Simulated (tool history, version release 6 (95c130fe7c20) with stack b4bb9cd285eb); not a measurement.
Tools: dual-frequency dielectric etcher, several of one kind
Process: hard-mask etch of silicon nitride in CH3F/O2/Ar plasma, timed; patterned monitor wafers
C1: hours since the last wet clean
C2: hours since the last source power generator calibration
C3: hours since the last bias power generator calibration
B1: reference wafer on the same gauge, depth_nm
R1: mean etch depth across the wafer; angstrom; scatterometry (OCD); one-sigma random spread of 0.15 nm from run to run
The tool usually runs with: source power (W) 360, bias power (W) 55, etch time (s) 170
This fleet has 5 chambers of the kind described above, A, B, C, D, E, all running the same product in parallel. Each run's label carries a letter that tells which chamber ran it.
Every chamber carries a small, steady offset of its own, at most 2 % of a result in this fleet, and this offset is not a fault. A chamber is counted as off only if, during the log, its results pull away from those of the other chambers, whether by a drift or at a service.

Run 1A, hour 7.1: usual settings; C1 307.6; C2 1935.7; C3 2714.7; B1 90.976. Result: R1 1024.7 angstrom.
Run 2C, hour 12.9: usual settings; C1 26.1; C2 160.7; C3 206.5; B1 90.919. Result: R1 1045.8 angstrom.
Run 3B, hour 17.4: usual settings; C1 279.6; C2 728.5; C3 57.3; B1 90.968. Result: R1 1050 angstrom.
Run 4E, hour 22.3: usual settings; C1 104.2; C2 974.6; C3 1604.4; B1 90.92. Result: R1 1044.6 angstrom.
Run 5D, hour 29.1: usual settings but bias power (W) 61; C1 444.3; C2 2339; C3 3423.9; B1 90.959. Result: R1 1080 angstrom.
Run 6D, hour 36.3: usual settings but bias power (W) 61; C1 451.5; C2 2346.2; C3 3431.1; B1 90.841. Result: R1 1081.1 angstrom.
Run 7A, hour 41: usual settings but bias power (W) 61; C1 341.5; C2 1969.6; C3 2748.6; B1 90.875. Result: R1 1059.3 angstrom.
Run 8E, hour 46.6: usual settings but bias power (W) 61; C1 128.5; C2 998.9; C3 1628.7; B1 90.86. Result: R1 1081.6 angstrom.
Run 9B, hour 52.4: usual settings but bias power (W) 61; C1 314.6; C2 763.5; C3 92.3; B1 90.834. Result: R1 1082.3 angstrom.
Run 10C, hour 59.7: usual settings; C1 72.9; C2 207.5; C3 253.3; B1 90.82. Result: R1 1046.4 angstrom.
Run 11A, hour 67.2: usual settings; C1 367.7; C2 1995.8; C3 2774.8; B1 90.803. Result: R1 1021.9 angstrom.
Run 12B, hour 73: usual settings; C1 335.2; C2 784.1; C3 112.9; B1 90.753. Result: R1 1044.4 angstrom.
Run 13D, hour 79.9: usual settings but etch time (s) 124.5; C1 495.1; C2 2389.8; C3 3474.7; B1 90.763. Result: R1 762.96 angstrom.
Run 14E, hour 86.3: usual settings but etch time (s) 124.5; C1 168.2; C2 1038.6; C3 1668.4; B1 90.757. Result: R1 762.22 angstrom.
Run 15C, hour 92.8: usual settings but etch time (s) 124.5; C1 106; C2 240.6; C3 286.4; B1 90.697. Result: R1 764.94 angstrom.
Run 16D, hour 100.2: usual settings but etch time (s) 124.5; C1 515.4; C2 2410.1; C3 3495; B1 90.691. Result: R1 759.96 angstrom.
Run 17C, hour 105.3: usual settings but etch time (s) 124.5; C1 118.5; C2 253.1; C3 298.9; B1 90.669. Result: R1 764.97 angstrom.
Run 18B, hour 109.6: usual settings; C1 371.8; C2 820.7; C3 149.5; B1 90.631. Result: R1 1047.3 angstrom.
Run 19E, hour 115.3: usual settings; C1 197.2; C2 1067.6; C3 1697.4; B1 90.648. Result: R1 1040.7 angstrom.
Run 20A, hour 121.8: usual settings; C1 422.3; C2 2050.4; C3 2829.4; B1 90.601. Result: R1 1022.9 angstrom.
Run 21C, hour 127: usual settings; C1 140.2; C2 274.8; C3 320.6; B1 90.615. Result: R1 1044.2 angstrom.
At hour 130.7: chamber B: wet clean of the chamber.
Run 22D, hour 132.7: usual settings; C1 547.9; C2 2442.6; C3 3527.5; B1 90.585. Result: R1 1037.7 angstrom.
Run 23A, hour 138.3: usual settings; C1 438.8; C2 2066.9; C3 2845.9; B1 90.568. Result: R1 1019.9 angstrom.
Run 24B, hour 144.1: usual settings; C1 13.4; C2 855.2; C3 184; B1 90.588. Result: R1 1045.6 angstrom.
Run 25E, hour 149.5: usual settings; C1 231.4; C2 1101.8; C3 1731.6; B1 90.541. Result: R1 1043 angstrom.
Run 26D, hour 153.7: usual settings; C1 568.9; C2 2463.6; C3 3548.5; B1 90.539. Result: R1 1040.6 angstrom.
Run 27B, hour 159.4: usual settings; C1 28.7; C2 870.5; C3 199.3; B1 90.527. Result: R1 1044.4 angstrom.
Run 28A, hour 166.5: usual settings; C1 467; C2 2095.1; C3 2874.1; B1 90.485. Result: R1 1018.3 angstrom.
Run 29C, hour 171.4: usual settings; C1 184.6; C2 319.2; C3 365; B1 90.478. Result: R1 1041.4 angstrom.
Run 30E, hour 174.8: usual settings; C1 256.7; C2 1127.1; C3 1756.9; B1 90.461. Result: R1 1040.9 angstrom.

The same settings go to every chamber for the next run, one line per chamber below. Forecast the results for each:
Run 31A, hour 180.3: usual settings but etch time (s) 219. Result: R1 ?.
Run 31B, hour 180.3: usual settings but etch time (s) 219. Result: R1 ?.
Run 31C, hour 180.3: usual settings but etch time (s) 219. Result: R1 ?.
Run 31D, hour 180.3: usual settings but etch time (s) 219. Result: R1 ?.
Run 31E, hour 180.3: usual settings but etch time (s) 219. Result: R1 ?.

run      R1
31A    1313
31B  1343.1
31C  1340.3
31D  1335.5
31E  1338.5

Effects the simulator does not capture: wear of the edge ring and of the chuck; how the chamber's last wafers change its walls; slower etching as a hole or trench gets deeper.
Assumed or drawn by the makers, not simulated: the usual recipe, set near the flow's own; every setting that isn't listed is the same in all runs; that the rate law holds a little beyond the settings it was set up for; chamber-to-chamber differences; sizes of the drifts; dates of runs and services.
